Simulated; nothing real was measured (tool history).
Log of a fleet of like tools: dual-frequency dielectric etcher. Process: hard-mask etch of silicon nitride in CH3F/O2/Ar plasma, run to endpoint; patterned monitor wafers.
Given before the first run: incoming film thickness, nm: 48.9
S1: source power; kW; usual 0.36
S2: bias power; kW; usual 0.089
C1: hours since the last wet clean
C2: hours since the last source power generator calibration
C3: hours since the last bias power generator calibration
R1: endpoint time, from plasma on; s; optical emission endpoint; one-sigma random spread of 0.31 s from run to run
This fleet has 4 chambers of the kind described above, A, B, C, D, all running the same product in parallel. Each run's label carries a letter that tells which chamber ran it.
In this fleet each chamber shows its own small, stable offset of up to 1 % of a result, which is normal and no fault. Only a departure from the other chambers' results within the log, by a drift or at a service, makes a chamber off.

Run 1A, hour 11.7: usual settings; C1 457; C2 61.3; C3 2164.1. Result: R1 68.266 s.
Run 2D, hour 18.5: usual settings; C1 385.8; C2 2779.9; C3 833.8. Result: R1 69.257 s.
Run 3C, hour 29.8: usual settings; C1 362.8; C2 1132.3; C3 984.8. Result: R1 67.247 s.
At hour 38.8: chamber C: wet clean of the chamber.
Run 4B, hour 43.9: usual settings; C1 245.3; C2 1835.6; C3 266.4. Result: R1 68.604 s.
Run 5A, hour 54.1: usual settings; C1 499.4; C2 103.7; C3 2206.5. Result: R1 67.588 s.
At hour 60.7: chamber D: wet clean of the chamber.
Run 6D, hour 61: usual settings; C1 0.3; C2 2822.4; C3 876.3. Result: R1 69.13 s.
Run 7C, hour 74.8: usual settings; C1 36.1; C2 1177.3; C3 1029.8. Result: R1 67.984 s.
Run 8B, hour 84: usual settings; C1 285.4; C2 1875.7; C3 306.5. Result: R1 68.54 s.
Run 9B, hour 95.2: usual settings; C1 296.6; C2 1886.9; C3 317.7. Result: R1 68.362 s.
Run 10A, hour 107.7: usual settings; C1 553; C2 157.3; C3 2260.1. Result: R1 68.01 s.
Run 11D, hour 115: usual settings; C1 54.3; C2 2876.4; C3 930.3. Result: R1 68.683 s.
Run 12C, hour 124.2: usual settings; C1 85.5; C2 1226.7; C3 1079.2. Result: R1 67.364 s.
Run 13D, hour 132.9: usual settings; C1 72.2; C2 2894.3; C3 948.2. Result: R1 68.444 s.
Run 14C, hour 140.7: usual settings; C1 102; C2 1243.2; C3 1095.7. Result: R1 67.934 s.
Run 15A, hour 147.8: usual settings but S1 0.33 kW; C1 593.1; C2 197.4; C3 2300.2. Result: R1 70.038 s.
Run 16B, hour 157: usual settings but S1 0.33 kW; C1 358.4; C2 1948.7; C3 379.5. Result: R1 70.733 s.
At hour 161.6: chamber A: wet clean of the chamber.
Run 17A, hour 171.1: usual settings but S1 0.33 kW; C1 9.6; C2 220.7; C3 2323.5. Result: R1 68.008 s.
Run 18D, hour 177.5: usual settings but S1 0.33 kW; C1 116.8; C2 2938.9; C3 992.8. Result: R1 71.216 s.
Run 19C, hour 188.6: usual settings; C1 149.9; C2 1291.1; C3 1143.6. Result: R1 67.794 s.
Run 20B, hour 197.7: usual settings but S1 0.27 kW, S2 0.106 kW; C1 399.1; C2 1989.4; C3 420.2. Result: R1 71.561 s.
Run 21B, hour 210.1: usual settings but S1 0.27 kW, S2 0.106 kW; C1 411.5; C2 2001.8; C3 432.6. Result: R1 72.067 s.
Run 22C, hour 221.6: usual settings but S1 0.27 kW, S2 0.106 kW; C1 182.9; C2 1324.1; C3 1176.6. Result: R1 71.364 s.
Run 23A, hour 232.5: usual settings but S1 0.27 kW, S2 0.106 kW; C1 71; C2 282.1; C3 2384.9. Result: R1 68.913 s.
Run 24D, hour 244.6: usual settings; C1 183.9; C2 3006; C3 1059.9. Result: R1 69.273 s.
Run 25D, hour 256: usual settings but S2 0.081 kW; C1 195.3; C2 3017.4; C3 1071.3. Result: R1 71.839 s.
Run 26B, hour 267.7: usual settings but S2 0.081 kW; C1 469.1; C2 2059.4; C3 490.2. Result: R1 70.843 s.
Run 27C, hour 278.6: usual settings but S2 0.081 kW; C1 239.9; C2 1381.1; C3 1233.6. Result: R1 69.969 s.
Run 28A, hour 285.6: usual settings but S2 0.081 kW; C1 124.1; C2 335.2; C3 2438. Result: R1 67.567 s.
Run 29D, hour 291.9: usual settings but S1 0.41 kW, S2 0.075 kW; C1 231.2; C2 3053.3; C3 1107.2. Result: R1 70.36 s.
Run 30A, hour 299.2: usual settings but S1 0.41 kW, S2 0.075 kW; C1 137.7; C2 348.8; C3 2451.6. Result: R1 66.873 s.
Run 31C, hour 310.9: usual settings but S1 0.41 kW, S2 0.075 kW; C1 272.2; C2 1413.4; C3 1265.9. Result: R1 68.835 s.
Run 32B, hour 320.3: usual settings but S1 0.41 kW, S2 0.075 kW; C1 521.7; C2 2112; C3 542.8. Result: R1 68.945 s.
Run 33D, hour 329.5: usual settings; C1 268.8; C2 3090.9; C3 1144.8. Result: R1 69.117 s.
Run 34A, hour 337.5: usual settings; C1 176; C2 387.1; C3 2489.9. Result: R1 65.512 s.
Run 35C, hour 346.1: usual settings; C1 307.4; C2 1448.6; C3 1301.1. Result: R1 67.619 s.
At hour 355.6: chamber B: wet clean of the chamber.
Run 36B, hour 358.3: usual settings but S1 0.44 kW; C1 2.8; C2 2150; C3 580.8. Result: R1 63.474 s.
Run 37C, hour 369.8: usual settings but S1 0.44 kW; C1 331.1; C2 1472.3; C3 1324.8. Result: R1 62.847 s.
Run 38A, hour 379.9: usual settings but S1 0.44 kW; C1 218.4; C2 429.5; C3 2532.3. Result: R1 60.746 s.
Run 39B, hour 387.4: usual settings but S1 0.44 kW; C1 31.9; C2 2179.1; C3 609.9. Result: R1 63.572 s.
At hour 388.1: chamber D: wet clean of the chamber.
Run 40D, hour 400.8: usual settings; C1 12.7; C2 3162.2; C3 1216.1. Result: R1 68.934 s.

Next, all 4 chambers run the settings below, one line each with question marks for the results. What does each chamber give?
Run 41A, hour 411.2: usual settings but S2 0.078 kW. Result: R1 ?.
Run 41B, hour 411.2: usual settings but S2 0.078 kW. Result: R1 ?.
Run 41C, hour 411.2: usual settings but S2 0.078 kW. Result: R1 ?.
Run 41D, hour 411.2: usual settings but S2 0.078 kW. Result: R1 ?.

run      R1
41A  68.405
41B  71.547
41C  71.073
41D  72.593

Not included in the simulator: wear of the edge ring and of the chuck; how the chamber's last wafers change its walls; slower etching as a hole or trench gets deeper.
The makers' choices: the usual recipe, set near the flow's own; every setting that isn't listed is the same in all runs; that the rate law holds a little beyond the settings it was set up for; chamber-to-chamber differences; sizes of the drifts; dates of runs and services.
